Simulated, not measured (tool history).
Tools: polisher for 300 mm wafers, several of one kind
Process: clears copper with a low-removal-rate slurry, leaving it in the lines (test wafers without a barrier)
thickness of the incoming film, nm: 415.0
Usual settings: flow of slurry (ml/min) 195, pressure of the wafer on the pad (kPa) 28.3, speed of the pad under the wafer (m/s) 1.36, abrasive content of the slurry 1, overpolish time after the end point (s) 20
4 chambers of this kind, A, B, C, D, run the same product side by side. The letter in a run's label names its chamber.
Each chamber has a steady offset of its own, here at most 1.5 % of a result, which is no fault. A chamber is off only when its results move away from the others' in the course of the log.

run	hour	flow of slurry (ml/min)	pressure of the wafer on the pad (kPa)	speed of the pad under the wafer (m/s)	abrasive content of the slurry	overpolish time after the end point (s)	wafers polished on this pad	hours since the slurry nozzle was cleaned	hours since the head pressure was calibrated	hours since the slurry blender was calibrated	time until the end point was called (s)	dishing of a wide line in a test structure (nm)
1B	6.3	195	28.3	1.36	1	20	406	25.5	971.6	189.9	66.268	56.436
2D	14.9	195	28.3	1.36	1	20	473	675.0	214.1	274.9	66.149	60.625
# hour 18.8: chamber D: worn pad replaced by a new one
3A	21.2	195	28.3	1.36	1	20	515	480.9	734.0	502.4	65.926	58.077
# hour 24.7: chamber A: slurry blender recalibrated
4C	25.7	195	28.3	1.36	1	20	328	150.1	736.3	92.1	65.877	61.385
5C	30.2	195	28.3	1.36	1	20	378	154.6	740.8	96.6	61.843	60.963
6A	33.9	195	28.3	1.36	1	20	658	493.6	746.7	9.2	66.119	60.216
7B	38.4	195	28.3	1.36	1	20	769	57.6	1003.7	222.0	66.674	61.918
8D	44.2	195	28.3	1.36	1	20	287	704.3	243.4	304.2	66.100	62.239
9A	52.4	195	28.3	1.36	1	20	867	512.1	765.2	27.7	64.845	58.532
# hour 59.3: chamber A: worn pad replaced by a new one
# hour 59.5: chamber B: worn pad replaced by a new one
10D	60.0	195	28.3	1.36	1	20	465	720.1	259.2	320.0	62.268	62.005
# hour 62.0: chamber C: worn pad replaced by a new one
11C	67.6	165	28.3	1.36	1	29	63	192.0	778.2	134.0	66.217	68.330
# hour 68.4: chamber D: worn pad replaced by a new one
12B	73.6	165	28.3	1.36	1	29	160	92.8	1038.9	257.2	67.615	67.110
13C	81.5	165	28.3	1.36	1	29	220	205.9	792.1	147.9	64.328	68.081
14D	85.8	165	28.3	1.36	1	29	197	745.9	285.0	345.8	66.896	67.516
15A	93.2	195	28.3	1.36	1	20	383	552.9	806.0	68.5	65.669	61.298
16B	100.5	195	28.3	1.36	1	20	464	119.7	1065.8	284.1	66.306	58.588
17A	107.3	195	28.3	1.36	1	20	542	567.0	820.1	82.6	64.426	59.169
18B	115.1	195	28.3	1.36	1	20	629	134.3	1080.4	298.7	65.927	61.227
# hour 119.8: chamber D: worn pad replaced by a new one
# hour 121.0: chamber C: slurry blender recalibrated
19D	122.0	195	28.3	1.36	1	20	24	782.1	321.2	382.0	67.453	59.838
20C	128.0	195	28.3	1.36	1	20	746	252.4	838.6	7.0	65.665	60.516
21D	132.3	195	28.3	1.36	1	20	141	792.4	331.5	392.3	65.946	58.437
# hour 137.7: chamber C: worn pad replaced by a new one
22C	140.4	195	28.3	1.36	1	20	31	264.8	851.0	19.4	63.953	58.670
23B	146.7	195	28.3	1.36	1	20	986	165.9	1112.0	330.3	66.701	58.458
24A	154.0	195	21.4	1.36	1	9	1070	613.7	866.8	129.3	85.594	27.878
# hour 154.3: chamber B: worn pad replaced by a new one
# hour 155.7: chamber A: worn pad replaced by a new one
25D	158.3	195	21.4	1.36	1	9	435	818.4	357.5	418.3	85.623	28.392
26B	164.3	195	21.4	1.36	1	9	113	183.5	1129.6	347.9	86.473	29.371
27A	171.3	195	21.4	1.36	1	9	176	631.0	884.1	146.6	85.272	27.879

Next, every chamber runs the same settings. What will each give?
28A	177.4	195	28.3	1.36	1	20					?	?
28B	177.4	195	28.3	1.36	1	20					?	?
28C	177.4	195	28.3	1.36	1	20					?	?
28D	177.4	195	28.3	1.36	1	20					?	?

run	time until the end point was called (s)	dishing of a wide line in a test structure (nm)
28A	64.829	61.397
28B	66.219	58.934
28C	64.403	59.960
28D	66.363	59.171

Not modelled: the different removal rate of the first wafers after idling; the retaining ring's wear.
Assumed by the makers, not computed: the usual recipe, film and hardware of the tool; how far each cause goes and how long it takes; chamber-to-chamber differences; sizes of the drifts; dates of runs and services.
